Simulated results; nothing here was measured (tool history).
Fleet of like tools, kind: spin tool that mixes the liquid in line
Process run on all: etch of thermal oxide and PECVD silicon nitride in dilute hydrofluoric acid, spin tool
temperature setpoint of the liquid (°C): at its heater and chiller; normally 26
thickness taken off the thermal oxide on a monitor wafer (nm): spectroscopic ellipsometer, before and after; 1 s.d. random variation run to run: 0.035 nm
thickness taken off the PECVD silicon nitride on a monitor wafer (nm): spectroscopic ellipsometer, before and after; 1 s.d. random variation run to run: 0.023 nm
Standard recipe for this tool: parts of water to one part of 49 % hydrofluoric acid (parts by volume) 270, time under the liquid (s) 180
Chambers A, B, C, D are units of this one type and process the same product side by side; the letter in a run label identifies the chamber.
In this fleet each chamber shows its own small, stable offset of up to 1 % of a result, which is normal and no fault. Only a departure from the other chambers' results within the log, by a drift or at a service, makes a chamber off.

run   hour  temperature setpoint of the liquid (°C)  parts of water to one part of 49 % hydrofluoric acid (parts by volume)  time under the liquid (s)  read-back film thickness of the thermal oxide reference wafer, read on the same gauge (nm)  read-back film thickness of the PECVD silicon nitride reference wafer, read on the same gauge (nm)  thickness taken off the thermal oxide on a monitor wafer (nm)  thickness taken off the PECVD silicon nitride on a monitor wafer (nm)
 1C    8.1                                       26                                                                     270                        180                                                                                      30.008                                                                                              59.972                                                         2.8158                                                                 3.3784
 2A   16.9                                       26                                                                     270                        180                                                                                      29.977                                                                                              60.005                                                         2.7347                                                                 3.4844
 3B   25.2                                       26                                                                     270                        180                                                                                       29.95                                                                                              60.032                                                         2.7395                                                                 3.4459
 4D   29.8                                       26                                                                     270                        180                                                                                      30.023                                                                                              59.999                                                         2.7446                                                                 3.4577
 5D   37.6                                       26                                                                     270                        180                                                                                      30.035                                                                                               60.01                                                         2.8191                                                                 3.4222
 6B   42.8                                       26                                                                     270                        180                                                                                      29.989                                                                                              59.955                                                         2.8053                                                                 3.4736
 7C   51.1                                       26                                                                     270                        180                                                                                      30.043                                                                                              59.959                                                         2.7445                                                                 3.4357
 8A   57.5                                       26                                                                     270                        180                                                                                       29.97                                                                                              59.954                                                         2.7704                                                                 3.4562
        61  -- chamber A: hydrofluoric acid flow meter replaced
 9C   62.9                                       26                                                                     270                        180                                                                                      29.998                                                                                              59.969                                                         2.7963                                                                 3.3928
10D   71.7                                       26                                                                     270                        180                                                                                      29.998                                                                                              59.936                                                         2.8007                                                                 3.4143
11B   76.7                                       26                                                                     270                        180                                                                                      29.987                                                                                              60.049                                                         2.7154                                                                 3.4119
12A     83                                       26                                                                     270                        180                                                                                      30.008                                                                                              59.964                                                         2.7894                                                                 3.4512
13C   91.5                                       26                                                                     270                        180                                                                                      30.048                                                                                              59.994                                                         2.7779                                                                 3.4155
14B   96.5                                       26                                                                     270                        180                                                                                      30.026                                                                                              59.956                                                         2.6688                                                                 3.4175
15D  101.9                                       26                                                                     270                        180                                                                                      30.025                                                                                              60.005                                                         2.8224                                                                 3.4835
16A  107.5                                       26                                                                     270                        180                                                                                      30.003                                                                                              59.955                                                         2.8202                                                                 3.5227
17B  112.1                                       26                                                                     270                        180                                                                                       29.99                                                                                              59.998                                                         2.7093                                                                 3.3415
18D  116.2                                       26                                                                     270                        180                                                                                      29.944                                                                                              60.006                                                         2.7635                                                                 3.4949
19C  124.8                                       26                                                                     270                        180                                                                                      29.994                                                                                              60.027                                                         2.7562                                                                 3.4188
20A    129                                       26                                                                     350                        180                                                                                      30.007                                                                                              60.021                                                         1.9442                                                                 2.6497
21D  137.8                                       26                                                                     350                        180                                                                                      29.989                                                                                              59.953                                                         2.0084                                                                 2.6729
22C  142.9                                       26                                                                     350                        180                                                                                      29.975                                                                                              59.984                                                          1.937                                                                 2.6354
23B  147.1                                       26                                                                     350                        180                                                                                      30.027                                                                                              60.018                                                         1.8777                                                                 2.6062
24A  151.6                                       26                                                                     270                        180                                                                                      30.028                                                                                               60.02                                                          2.733                                                                 3.4451
25C    157                                     24.5                                                                     145                        180                                                                                       30.01                                                                                              59.978                                                         5.6932                                                                 5.7663
26D  164.2                                     24.5                                                                     145                        180                                                                                      29.969                                                                                              60.032                                                         5.6878                                                                 5.8499
27A  171.1                                     24.5                                                                     145                        180                                                                                      29.953                                                                                              59.949                                                         5.6307                                                                 5.9218
28B    177                                     24.5                                                                     145                        180                                                                                      30.013                                                                                              60.008                                                         5.1825                                                                 5.5656
29A  181.5                                       26                                                                     270                        180                                                                                      30.012                                                                                                  60                                                         2.7726                                                                 3.4885
30D  187.2                                       26                                                                     270                        100                                                                                      29.987                                                                                                  60                                                         1.5645                                                                 1.9081
31B  191.3                                       26                                                                     270                        100                                                                                       30.01                                                                                              60.008                                                          1.389                                                                 1.8202
32C  196.2                                       26                                                                     270                        100                                                                                      29.961                                                                                              59.981                                                         1.5236                                                                 1.8876
33A  205.1                                       26                                                                     270                        100                                                                                      29.983                                                                                              59.948                                                         1.4965                                                                 1.9143
34C  213.5                                       26                                                                     270                        180                                                                                      30.025                                                                                              60.031                                                         2.7268                                                                 3.4202
35D  221.5                                       26                                                                     270                        180                                                                                      29.999                                                                                              59.969                                                         2.8332                                                                 3.4306

One chamber off, gauge drift, or nothing amiss beyond the chambers' own small offsets? If it is a chamber, which one, and what is the likeliest cause?

Chamber B drifts away from the others.
What lies behind it: hydrofluoric acid flow below the setpoint (%) = 6.63.

Below are 4 candidate recipes for chamber B's next run, each the usual settings with a change, their results shown as question marks. Which of them brings B's results back in line with what the other chambers give on the usual settings?
In line means no further than this from the other chambers' mean on the usual settings: thickness taken off the thermal oxide on a monitor wafer (nm) 0.12; thickness taken off the PECVD silicon nitride on a monitor wafer (nm) 0.079
36B-1   228                                     26.5                                                                     290                        175                                                                                                                                                                                                                                                              ?                                                                      ?
36B-2   228                                       26                                                                     265                        180                                                                                                                                                                                                                                                              ?                                                                      ?
36B-3   228                                       26                                                                     275                        180                                                                                                                                                                                                                                                              ?                                                                      ?
36B-4   228                                     25.5                                                                     250                        185                                                                                                                                                                                                                                                              ?                                                                      ?

Average result of the remaining chambers running the usual settings: thickness taken off the thermal oxide on a monitor wafer (nm) 2.7757; thickness taken off the PECVD silicon nitride on a monitor wafer (nm) 3.4507
  run  thickness taken off the thermal oxide on a monitor wafer (nm)  thickness taken off the PECVD silicon nitride on a monitor wafer (nm)
36B-1                                                         2.2594                                                                  3.017
36B-2                                                         2.5654                                                                  3.293
36B-3                                                         2.4469                                                                 3.1747
36B-4                                                         2.7899                                                                 3.4777
The right change is 36B-4: it brings the chamber back within the allowed miss of the others.
